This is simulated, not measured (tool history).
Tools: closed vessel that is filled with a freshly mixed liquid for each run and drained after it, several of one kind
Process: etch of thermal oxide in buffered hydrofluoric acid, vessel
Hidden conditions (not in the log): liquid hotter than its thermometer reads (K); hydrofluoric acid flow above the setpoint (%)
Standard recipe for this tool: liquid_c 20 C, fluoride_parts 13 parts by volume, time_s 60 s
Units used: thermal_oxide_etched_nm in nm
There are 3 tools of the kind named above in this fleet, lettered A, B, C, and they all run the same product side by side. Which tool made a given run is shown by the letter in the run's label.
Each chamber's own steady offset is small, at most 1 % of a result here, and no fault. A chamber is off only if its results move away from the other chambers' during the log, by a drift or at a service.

run,hour,liquid_c,fluoride_parts,time_s,hours since the thermometer was replaced,hours since the hydrofluoric acid flow meter was replaced,"read-back film thickness of the thermal oxide reference wafer, read on the same gauge (nm)",thermal_oxide_etched_nm
1C,7.9,20,13,60,1642.1,439.1,50.005,45.531
2A,14.4,20,13,60,1500.5,401.2,49.996,45.831
3B,21.9,20,13,60,142.6,1024.9,50.012,46.356
4B,29.8,20,13,60,150.5,1032.8,50.02,45.972
5C,37.3,20,13,60,1671.5,468.5,49.974,46.026
# hour 39.1: chamber C: hydrofluoric acid flow meter replaced
6A,43.9,17,13,60,1530,430.7,49.984,38.618
7C,51.8,17,13,60,1686,12.7,50.004,38.838
8B,62.6,17,13,60,183.3,1065.6,49.975,38.92
9A,73.1,20,13,60,1559.2,459.9,50.027,45.275
10C,84.7,20,13,60,1718.9,45.6,50.018,46.331
11A,95.8,20,13,60,1581.9,482.6,50.002,45.875
12B,104,20,13,60,224.7,1107,50.004,46.706
13B,111.7,20,13,60,232.4,1114.7,49.994,46.752
14A,118.5,20,13,60,1604.6,505.3,50.001,45.748
15C,124.7,20,13,60,1758.9,85.6,50.001,46.025
16B,130.2,20,13,60,250.9,1133.2,50.024,45.997
17A,137.5,20,13,60,1623.6,524.3,49.991,45.92
18C,146.5,20,13,60,1780.7,107.4,49.993,45.587
19C,155.9,20,13,60,1790.1,116.8,49.98,46.232
# hour 159: chamber B: hydrofluoric acid flow meter replaced
20A,165,18,13,60,1651.1,551.8,49.994,41.534
21B,175.8,18,13,60,296.5,16.9,49.991,41.74
22C,181.3,18,13,60,1815.5,142.2,49.981,41.241
23B,193.1,20,13,60,313.8,34.2,49.981,46.685
24A,200.1,17,13,80,1686.2,586.9,49.989,51.18
25A,208.3,17,13,80,1694.4,595.1,50.007,52.064
26B,218.4,17,13,80,339.1,59.5,49.995,54.372
27C,227.3,20,13,60,1861.5,188.2,49.992,47.419
28C,237.9,20,13,60,1872.1,198.8,49.973,46.182
29B,247.6,20,13,60,368.3,88.7,49.988,48.654
30A,254.5,17,8.5,60,1740.6,641.3,50.024,56.623
31C,259.9,17,8.5,60,1894.1,220.8,49.995,56.777
32B,268.4,17,8.5,60,389.1,109.5,49.983,62.002
33A,278,20,13,60,1764.1,664.8,49.989,45.958
34C,285.7,20,13,60,1919.9,246.6,50.019,46.727
35A,291,23.5,9,60,1777.1,677.8,49.991,76.761
36B,297.5,23.5,9,60,418.2,138.6,50.004,83.018

Each of the 3 chambers runs these same settings next. Fill in every chamber's results:
37A,306.1,20,13,60,,,,?
37B,306.1,20,13,60,,,,?
37C,306.1,20,13,60,,,,?

run,thermal_oxide_etched_nm
37A,45.433
37B,48.952
37C,46.98
